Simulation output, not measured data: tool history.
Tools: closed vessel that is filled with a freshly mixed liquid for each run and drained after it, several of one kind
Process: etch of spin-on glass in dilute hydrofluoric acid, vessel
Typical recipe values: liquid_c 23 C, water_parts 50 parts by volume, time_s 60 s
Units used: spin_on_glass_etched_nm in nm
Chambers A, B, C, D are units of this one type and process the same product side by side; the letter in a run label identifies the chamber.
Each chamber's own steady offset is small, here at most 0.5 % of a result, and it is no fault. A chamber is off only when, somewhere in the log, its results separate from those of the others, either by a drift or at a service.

run	hour	liquid_c	water_parts	time_s	hours since the thermometer was replaced	hours since the hydrofluoric acid flow meter was replaced	read-back film thickness of the spin-on glass reference wafer, read on the same gauge (nm)	spin_on_glass_etched_nm
1B	5.7	23	50	60	2631.0	384.8	120.00	39.426
2A	10.4	23	50	60	1081.8	416.3	120.02	40.329
3C	15.9	23	50	60	645.2	447.1	120.03	39.689
4D	21.8	23	50	60	1426.1	529.7	120.01	39.691
5D	27.4	23	50	60	1431.7	535.3	120.00	40.054
6A	32.0	23	50	60	1103.4	437.9	119.96	39.878
# hour 32.4: chamber D: thermometer replaced
7B	37.3	23	50	60	2662.6	416.4	120.00	39.631
8C	43.7	23	50	60	673.0	474.9	120.02	39.390
9A	49.2	23	50	60	1120.6	455.1	120.02	39.944
10D	53.8	23	50	60	21.4	561.7	120.01	39.994
# hour 58.1: chamber B: thermometer replaced
11C	59.3	23	50	60	688.6	490.5	119.98	40.013
12B	63.2	23	50	60	5.1	442.3	120.00	40.083
13A	68.3	23	50	60	1139.7	474.2	120.01	39.396
14D	72.8	23	50	60	40.4	580.7	120.03	39.416
15B	76.3	23	50	60	18.2	455.4	120.00	39.646
16C	81.8	26	50	60	711.1	513.0	120.03	44.587
17A	88.9	26	50	60	1160.3	494.8	119.99	45.348
18D	95.5	26	50	60	63.1	603.4	120.02	44.145
19B	102.3	26	50	60	44.2	481.4	119.99	45.036
20C	106.1	23	50	60	735.4	537.3	119.99	39.385
21D	110.0	23	50	60	77.6	617.9	119.99	38.713
22C	114.5	23	50	60	743.8	545.7	120.02	39.572
23A	118.8	23	50	60	1190.2	524.7	119.99	39.737
24B	125.4	23	50	60	67.3	504.5	119.99	39.463
25D	132.5	23	50	60	100.1	640.4	120.00	38.860
26A	136.3	23	50	60	1207.7	542.2	120.00	39.315
27B	142.8	23	50	60	84.7	521.9	119.98	39.076
28C	148.9	23	50	60	778.2	580.1	120.01	39.768
29C	153.8	23	50	60	783.1	585.0	120.01	39.537
30D	160.0	20	50	60	127.6	667.9	119.99	34.087
31A	163.3	20	50	60	1234.7	569.2	120.01	35.060
32B	169.3	20	50	60	111.2	548.4	119.99	35.104
33C	175.1	20	50	60	804.4	606.3	120.00	35.059
34B	180.7	23	50	60	122.6	559.8	119.99	39.871
35A	185.5	23	50	60	1256.9	591.4	120.01	39.511
36D	189.6	23	50	60	157.2	697.5	120.00	37.507
37D	196.6	23	50	60	164.2	704.5	120.02	37.311
38B	203.2	23	50	60	145.1	582.3	120.02	39.540
39A	206.4	23	50	60	1277.8	612.3	120.03	39.637
40C	210.6	23	50	60	839.9	641.8	119.99	39.857
41A	214.4	23	50	60	1285.8	620.3	120.02	39.941
42C	220.5	23	50	60	849.8	651.7	120.01	39.440
43D	227.3	23	50	60	194.9	735.2	120.00	37.229
44B	231.7	23	50	60	173.6	610.8	120.00	39.195

Decide between three cases: one chamber stands off from its peers, the gauge reading all wafers drifts, or nothing is wrong past each chamber's small offset. Where a chamber is off, say which and what most likely put it there.

It is chamber D that slowly wanders off from its peers.
What lies behind it: hydrofluoric acid flow below the setpoint (%) = 6.35.

Here are 4 candidates for chamber D's next run, each the usual settings with a change, their results left as question marks. Which one brings its results back in line with what the others give on the usual settings?
Allowed miss from the other chambers' usual-settings mean, per result, to count as in line: spin_on_glass_etched_nm 1.100 nm
45D-1	236.9	23.5	50	60				?
45D-2	236.9	21.5	50	60				?
45D-3	236.9	24.5	50	60				?
45D-4	236.9	22.5	50	60				?

On the usual settings, the other chambers give on average: spin_on_glass_etched_nm 39.768 nm
run	spin_on_glass_etched_nm
45D-1	38.042
45D-2	35.053
45D-3	39.620
45D-4	36.531
45D-3 brings the chamber back in line.
